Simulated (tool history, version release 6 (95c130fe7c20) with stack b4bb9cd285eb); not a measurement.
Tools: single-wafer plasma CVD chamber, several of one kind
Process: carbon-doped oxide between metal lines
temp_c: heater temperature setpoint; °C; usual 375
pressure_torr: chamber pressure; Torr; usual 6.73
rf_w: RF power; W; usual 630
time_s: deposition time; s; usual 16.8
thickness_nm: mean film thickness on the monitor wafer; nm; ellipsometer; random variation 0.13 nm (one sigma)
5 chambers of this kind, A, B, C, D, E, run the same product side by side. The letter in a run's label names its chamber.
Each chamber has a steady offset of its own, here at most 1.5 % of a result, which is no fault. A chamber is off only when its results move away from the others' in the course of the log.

| run | day | temp_c | pressure_torr | rf_w | time_s | hours since the last thermocouple change | hours since the last RF generator calibration | hours since the last manometer calibration | read-back reference wafer on the same gauge, thickness_nm | thickness_nm |
|---|---|---|---|---|---|---|---|---|---|---|
|  | 0.15 | chamber E: RF generator calibrated |
| 1A | 0.204 | 375 | 6.73 | 630 | 16.8 | 524.4 | 1810.9 | 1388.2 | 98.133 | 96.937 |
| 2D | 0.454 | 375 | 6.73 | 630 | 16.8 | 521.4 | 354.4 | 255.2 | 98.123 | 97.036 |
|  | 0.458 | chamber B: thermocouple changed; heater temperature recalibrated |
| 3C | 0.708 | 375 | 6.73 | 630 | 16.8 | 994.4 | 1072 | 1520.9 | 98.151 | 98.583 |
| 4B | 0.833 | 375 | 6.73 | 630 | 16.8 | 9.1 | 656.7 | 2088.8 | 98.121 | 96.451 |
| 5E | 1.083 | 388 | 6.73 | 715 | 16.8 | 703.1 | 22.5 | 505.8 | 98.137 | 102.52 |
| 6A | 1.229 | 388 | 6.73 | 715 | 16.8 | 549 | 1835.5 | 1412.8 | 98.226 | 101.87 |
| 7C | 1.442 | 388 | 6.73 | 715 | 16.8 | 1012 | 1089.6 | 1538.5 | 98.187 | 103.51 |
| 8E | 1.617 | 388 | 6.73 | 715 | 16.8 | 715.9 | 35.3 | 518.6 | 98.257 | 102.68 |
| 9D | 1.862 | 388 | 6.73 | 715 | 16.8 | 555.2 | 388.2 | 289 | 98.257 | 102.19 |
| 10B | 2.054 | 375 | 6.73 | 630 | 16.8 | 38.4 | 686 | 2118.1 | 98.265 | 96.585 |
| 11C | 2.221 | 361 | 6.73 | 630 | 16.8 | 1030.7 | 1108.3 | 1557.2 | 98.265 | 101.81 |
| 12A | 2.504 | 361 | 6.73 | 630 | 16.8 | 579.6 | 1866.1 | 1443.4 | 98.298 | 100.35 |
| 13B | 2.704 | 361 | 6.73 | 630 | 16.8 | 54 | 701.6 | 2133.7 | 98.268 | 99.93 |
| 14E | 2.946 | 361 | 6.73 | 630 | 16.8 | 747.8 | 67.2 | 550.5 | 98.322 | 100.78 |
| 15D | 3.196 | 361 | 6.73 | 630 | 16.8 | 587.2 | 420.2 | 321 | 98.355 | 100.48 |
| 16A | 3.388 | 375 | 6.73 | 630 | 16.8 | 600.8 | 1887.3 | 1464.6 | 98.343 | 97.058 |
| 17D | 3.558 | 375 | 6.73 | 630 | 16.8 | 595.9 | 428.9 | 329.7 | 98.35 | 97.144 |
| 18C | 3.721 | 375 | 6.73 | 630 | 16.8 | 1066.7 | 1144.3 | 1593.2 | 98.404 | 98.632 |
|  | 3.879 | chamber A: RF generator calibrated |
| 19B | 3.908 | 375 | 6.73 | 630 | 16.8 | 82.9 | 730.5 | 2162.6 | 98.42 | 96.851 |
| 20E | 4.129 | 375 | 6.73 | 630 | 16.8 | 776.2 | 95.6 | 578.9 | 98.422 | 97.742 |
| 21D | 4.404 | 375 | 6.73 | 630 | 16.8 | 616.2 | 449.2 | 350 | 98.436 | 97.295 |
| 22E | 4.596 | 375 | 6.73 | 630 | 16.8 | 787.4 | 106.8 | 590.1 | 98.451 | 97.961 |
| 23A | 4.829 | 375 | 6.73 | 630 | 16.8 | 635.4 | 22.9 | 1499.2 | 98.497 | 97.141 |
| 24B | 5.075 | 375 | 6.73 | 630 | 16.8 | 110.9 | 758.5 | 2190.6 | 98.525 | 96.995 |
| 25C | 5.221 | 375 | 6.73 | 630 | 16.8 | 1102.7 | 1180.3 | 1629.2 | 98.552 | 98.719 |
| 26B | 5.404 | 375 | 6.73 | 630 | 16.8 | 118.8 | 766.4 | 2198.5 | 98.521 | 97.037 |
| 27C | 5.612 | 375 | 6.73 | 630 | 16.8 | 1112.1 | 1189.7 | 1638.6 | 98.546 | 98.907 |
| 28E | 5.842 | 375 | 6.73 | 630 | 16.8 | 817.3 | 136.7 | 620 | 98.52 | 98.004 |
| 29A | 6.008 | 375 | 6.73 | 630 | 16.8 | 663.7 | 51.2 | 1527.5 | 98.58 | 97.372 |
| 30D | 6.196 | 375 | 6.73 | 630 | 16.8 | 659.2 | 492.2 | 393 | 98.572 | 97.419 |
| 31C | 6.483 | 375 | 6.73 | 630 | 16.8 | 1133 | 1210.6 | 1659.5 | 98.604 | 98.874 |
| 32A | 6.738 | 375 | 6.73 | 630 | 16.8 | 681.2 | 68.7 | 1545 | 98.65 | 97.337 |
| 33D | 6.862 | 375 | 6.73 | 630 | 16.8 | 675.2 | 508.2 | 409 | 98.641 | 97.543 |

Is one chamber off against the others, does the gauge drift, or is nothing wrong? If a chamber is off, say which, and what the likeliest cause is.

The gauge drifts, so all chambers seem to drift together. No chamber is off.
Cause: gauge reads high (%) = 0.567.

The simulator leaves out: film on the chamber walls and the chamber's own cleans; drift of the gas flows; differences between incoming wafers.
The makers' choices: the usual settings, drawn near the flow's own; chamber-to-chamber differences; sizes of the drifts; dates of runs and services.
